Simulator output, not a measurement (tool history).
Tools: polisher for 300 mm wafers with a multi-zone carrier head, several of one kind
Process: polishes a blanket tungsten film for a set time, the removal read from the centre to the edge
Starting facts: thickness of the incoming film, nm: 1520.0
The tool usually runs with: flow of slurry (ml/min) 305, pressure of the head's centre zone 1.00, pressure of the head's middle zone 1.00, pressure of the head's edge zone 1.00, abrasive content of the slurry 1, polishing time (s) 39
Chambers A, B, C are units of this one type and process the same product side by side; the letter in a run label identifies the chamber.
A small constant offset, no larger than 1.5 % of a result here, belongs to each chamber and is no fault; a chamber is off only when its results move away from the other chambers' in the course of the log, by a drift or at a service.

| run | hour | flow of slurry (ml/min) | pressure of the head's centre zone | pressure of the head's middle zone | pressure of the head's edge zone | abrasive content of the slurry | polishing time (s) | film removed at the wafer's centre (angstrom) | film removed at mid-radius (angstrom) | film removed at the wafer's edge (angstrom) |
|---|---|---|---|---|---|---|---|---|---|---|
| 1C | 2.3 | 305 | 1.00 | 1.00 | 1.00 | 1 | 39 | 1718.5 | 1731.0 | 1674.5 |
| 2B | 4.2 | 305 | 1.00 | 1.00 | 1.00 | 1 | 39 | 1712.6 | 1656.6 | 1699.3 |
| 3A | 6.8 | 305 | 1.00 | 1.00 | 1.00 | 1 | 39 | 1730.4 | 1708.3 | 1697.5 |
| 4C | 10.6 | 305 | 1.00 | 1.00 | 1.00 | 1 | 39 | 1726.0 | 1699.2 | 1722.2 |
| 5B | 12.9 | 305 | 1.00 | 1.00 | 1.00 | 1 | 39 | 1701.6 | 1721.4 | 1704.7 |
| 6A | 14.8 | 305 | 1.00 | 1.00 | 1.00 | 1 | 39 | 1749.6 | 1722.4 | 1723.0 |
| 7B | 17.7 | 305 | 1.00 | 1.00 | 1.00 | 1 | 39 | 1698.9 | 1726.3 | 1740.9 |
|  | 19.7 | chamber C: slurry nozzle cleaned |
| 8C | 21.9 | 305 | 1.00 | 1.00 | 1.00 | 1 | 39 | 1692.3 | 1664.7 | 1702.4 |
| 9A | 24.5 | 305 | 1.09 | 1.00 | 1.00 | 1 | 39 | 1923.7 | 1707.9 | 1683.1 |
| 10A | 27.4 | 305 | 1.09 | 1.00 | 1.00 | 1 | 39 | 1879.3 | 1695.3 | 1681.0 |
| 11B | 29.8 | 305 | 1.09 | 1.00 | 1.00 | 1 | 39 | 1876.4 | 1665.6 | 1727.0 |
| 12C | 32.1 | 305 | 1.00 | 1.00 | 1.00 | 1 | 39 | 1735.0 | 1703.2 | 1663.2 |
| 13B | 35.6 | 305 | 1.00 | 1.00 | 1.00 | 1 | 39 | 1706.4 | 1683.0 | 1717.1 |
| 14C | 39.1 | 305 | 1.00 | 1.00 | 1.00 | 1 | 39 | 1719.2 | 1678.3 | 1748.1 |
| 15A | 41.2 | 305 | 1.00 | 1.00 | 1.00 | 1 | 39 | 1747.4 | 1724.9 | 1680.7 |
| 16B | 43.7 | 305 | 1.00 | 1.00 | 1.00 | 1 | 39 | 1720.4 | 1707.3 | 1673.7 |
| 17A | 45.8 | 305 | 1.00 | 1.00 | 1.00 | 1 | 39 | 1724.4 | 1752.6 | 1736.0 |
|  | 46.2 | chamber B: slurry nozzle cleaned |
| 18C | 49.4 | 305 | 1.05 | 1.05 | 1.00 | 1 | 39 | 1804.3 | 1750.8 | 1701.9 |
|  | 52.8 | chamber B: worn pad replaced by a new one |
| 19C | 52.9 | 305 | 1.05 | 1.05 | 1.00 | 1 | 39 | 1807.5 | 1767.1 | 1647.6 |
| 20A | 56.1 | 305 | 1.05 | 1.05 | 1.00 | 1 | 39 | 1835.2 | 1773.6 | 1707.7 |
| 21B | 58.5 | 305 | 1.00 | 1.00 | 1.00 | 1 | 39 | 1685.7 | 1727.8 | 1673.8 |
| 22A | 60.5 | 305 | 1.00 | 1.00 | 1.00 | 1 | 39 | 1755.3 | 1699.2 | 1664.2 |
| 23B | 64.1 | 305 | 1.00 | 1.00 | 1.00 | 1 | 39 | 1735.8 | 1689.2 | 1714.1 |
| 24C | 66.9 | 305 | 1.05 | 1.00 | 0.96 | 1 | 39 | 1821.3 | 1681.5 | 1683.4 |
| 25A | 69.2 | 305 | 1.05 | 1.00 | 0.96 | 1 | 39 | 1866.0 | 1742.7 | 1631.6 |
| 26C | 72.9 | 305 | 1.05 | 1.00 | 0.96 | 1 | 39 | 1791.8 | 1633.3 | 1645.0 |
| 27B | 75.2 | 305 | 1.00 | 1.00 | 1.00 | 1 | 39 | 1708.5 | 1696.5 | 1705.2 |
| 28A | 79.1 | 305 | 1.00 | 1.00 | 1.00 | 1 | 39 | 1755.3 | 1668.7 | 1684.7 |
| 29C | 82.2 | 365 | 1.00 | 1.00 | 1.00 | 1 | 39 | 1721.4 | 1675.6 | 1721.8 |
| 30B | 84.4 | 365 | 1.00 | 1.00 | 1.00 | 1 | 39 | 1756.3 | 1734.0 | 1723.7 |
| 31A | 86.7 | 365 | 1.00 | 1.00 | 1.00 | 1 | 39 | 1774.8 | 1714.3 | 1697.6 |
| 32B | 89.4 | 305 | 1.00 | 1.00 | 1.00 | 1 | 39 | 1712.5 | 1660.4 | 1712.4 |
| 33C | 93.2 | 210 | 1.00 | 1.00 | 1.00 | 1 | 46 | 1870.3 | 1874.4 | 1882.9 |
|  | 93.3 | chamber A: worn pad replaced by a new one |
| 34B | 95.8 | 210 | 1.00 | 1.00 | 1.00 | 1 | 46 | 1972.1 | 1955.2 | 1960.8 |
| 35A | 99.6 | 210 | 1.00 | 1.00 | 1.00 | 1 | 46 | 1956.2 | 1901.0 | 1906.2 |
| 36C | 101.5 | 305 | 1.00 | 1.00 | 1.00 | 1 | 39 | 1759.3 | 1672.5 | 1644.8 |

Which is it: a chamber that has drifted or been left off by a service, a gauge drift common to all chambers, or only each chamber's usual small offset? If a chamber is off, name it and its likeliest cause.

All chambers stay in line apart from their small fixed offsets, and the gauge does not drift.
